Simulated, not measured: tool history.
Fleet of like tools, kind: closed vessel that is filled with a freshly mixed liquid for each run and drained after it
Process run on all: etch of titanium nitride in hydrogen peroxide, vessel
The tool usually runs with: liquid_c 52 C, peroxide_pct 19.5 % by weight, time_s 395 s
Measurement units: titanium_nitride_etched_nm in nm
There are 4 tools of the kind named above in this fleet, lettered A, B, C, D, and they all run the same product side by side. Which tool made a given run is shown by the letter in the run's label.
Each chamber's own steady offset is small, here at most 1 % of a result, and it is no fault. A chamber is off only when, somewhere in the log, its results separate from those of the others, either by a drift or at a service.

run,day,liquid_c,peroxide_pct,time_s,hours since the thermometer was replaced,hours since the peroxide flow meter was replaced,hours since the drum of peroxide was connected,"read-back film thickness of the titanium nitride reference wafer, read on the same gauge (nm)",titanium_nitride_etched_nm
1C,0.267,52,19.5,395,911.3,154.5,91,60.018,19.231
2A,0.475,52,19.5,395,995.1,1663.3,730.4,60.014,19.093
3D,0.742,52,19.5,395,951.6,488.1,235.4,59.99,18.855
4B,0.996,52,19.5,395,2186,631.9,332.7,59.984,18.92
5D,1.275,52,19.5,395,964.4,500.9,248.2,60.036,18.69
6B,1.554,52,19.5,395,2199.4,645.3,346.1,59.989,19.087
# day 1.817: chamber A: new drum of peroxide connected
7C,1.838,52,19.5,395,949,192.2,128.7,60.001,19.222
8A,2.042,52,19.5,395,1032.7,1700.9,5.4,60.035,19.088
9B,2.196,52,19.5,395,2214.8,660.7,361.5,59.995,18.772
10C,2.338,52,19.5,395,961,204.2,140.7,60.008,18.772
11A,2.492,44,24.5,395,1043.5,1711.7,16.2,60,10.939
# day 2.558: chamber B: new drum of peroxide connected
12D,2.679,44,24.5,395,998.1,534.6,281.9,60.018,10.9
13A,2.854,44,24.5,395,1052.2,1720.4,24.9,59.993,10.975
14D,3.062,44,24.5,395,1007.3,543.8,291.1,60.001,10.997
15C,3.317,52,19.5,395,984.5,227.7,164.2,60.009,18.867
16B,3.458,52,19.5,395,2245.1,691,21.6,60,19.22
17B,3.671,52,19.5,395,2250.2,696.1,26.7,59.996,18.828
18D,3.829,52,19.5,395,1025.7,562.2,309.5,60.003,18.598
19C,4.029,47.5,24,395,1001.6,244.8,181.3,59.999,14.201
20A,4.179,47.5,24,395,1084,1752.2,56.7,60.022,14.078
21D,4.346,47.5,24,395,1038.1,574.6,321.9,60.003,14.032
22C,4.588,47.5,24,395,1015,258.2,194.7,60.016,14.383
23B,4.842,52,19.5,395,2278.3,724.2,54.8,60.019,19.297
24A,5.142,52,19.5,395,1107.1,1775.3,79.8,59.987,18.753
25A,5.325,52,19.5,395,1111.5,1779.7,84.2,59.99,18.523
26B,5.608,52,17.5,395,2296.7,742.6,73.2,60.002,18.749
# day 5.792: chamber A: peroxide flow meter replaced
27C,5.862,52,17.5,395,1045.6,288.8,225.3,59.999,18.548
28D,6.05,52,17.5,395,1079,615.5,362.8,59.975,18.395
29D,6.35,52,17.5,395,1086.2,622.7,370,59.999,18.327
30A,6.638,52,19.5,395,1143,20.4,115.7,59.982,18.36
31C,6.892,52,19.5,395,1070.3,313.5,250,60.015,18.835
32B,7.179,55.5,19.5,395,2334.4,780.3,110.9,59.993,24.329
33A,7.333,55.5,19.5,395,1159.7,37.1,132.4,60,22.937
34B,7.571,55.5,19.5,395,2343.8,789.7,120.3,59.992,24.468
35C,7.838,55.5,19.5,395,1093,336.2,272.7,59.986,24.246
36D,8.104,57,14.5,395,1128.3,664.8,412.1,60.007,25.053
37C,8.3,57,14.5,395,1104.1,347.3,283.8,59.973,25.311
38A,8.554,57,14.5,395,1189,66.4,161.7,60.001,23.981
39B,8.771,57,14.5,395,2372.6,818.5,149.1,59.981,25.286
40D,8.9,52,19.5,395,1147.4,683.9,431.2,60.021,18.973
41B,9.117,52,19.5,395,2380.9,826.8,157.4,59.995,19.084

What goes on in this fleet: one chamber off, a drifting gauge, or nothing beyond the chambers' own small offsets? Name the chamber and the cause, if any.

Little by little, chamber A moves away from the other chambers.
Cause: liquid colder than its thermometer reads (K) = 0.912.

Here are 4 candidates for chamber A's next run, each the usual settings with a change, their results left as question marks. Which one brings its results back in line with what the others give on the usual settings?
Allowed miss from the other chambers' usual-settings mean, per result, to count as in line: titanium_nitride_etched_nm 0.39 nm
42A-1,9.333,52,19.5,405,,,,,?
42A-2,9.333,52,19.5,420,,,,,?
42A-3,9.333,52,17.5,395,,,,,?
42A-4,9.333,51,19.5,395,,,,,?

Average result of the remaining chambers running the usual settings: titanium_nitride_etched_nm 18.937 nm
run,titanium_nitride_etched_nm
42A-1,18.179
42A-2,18.852
42A-3,17.321
42A-4,16.475
42A-2 brings the chamber back in line.

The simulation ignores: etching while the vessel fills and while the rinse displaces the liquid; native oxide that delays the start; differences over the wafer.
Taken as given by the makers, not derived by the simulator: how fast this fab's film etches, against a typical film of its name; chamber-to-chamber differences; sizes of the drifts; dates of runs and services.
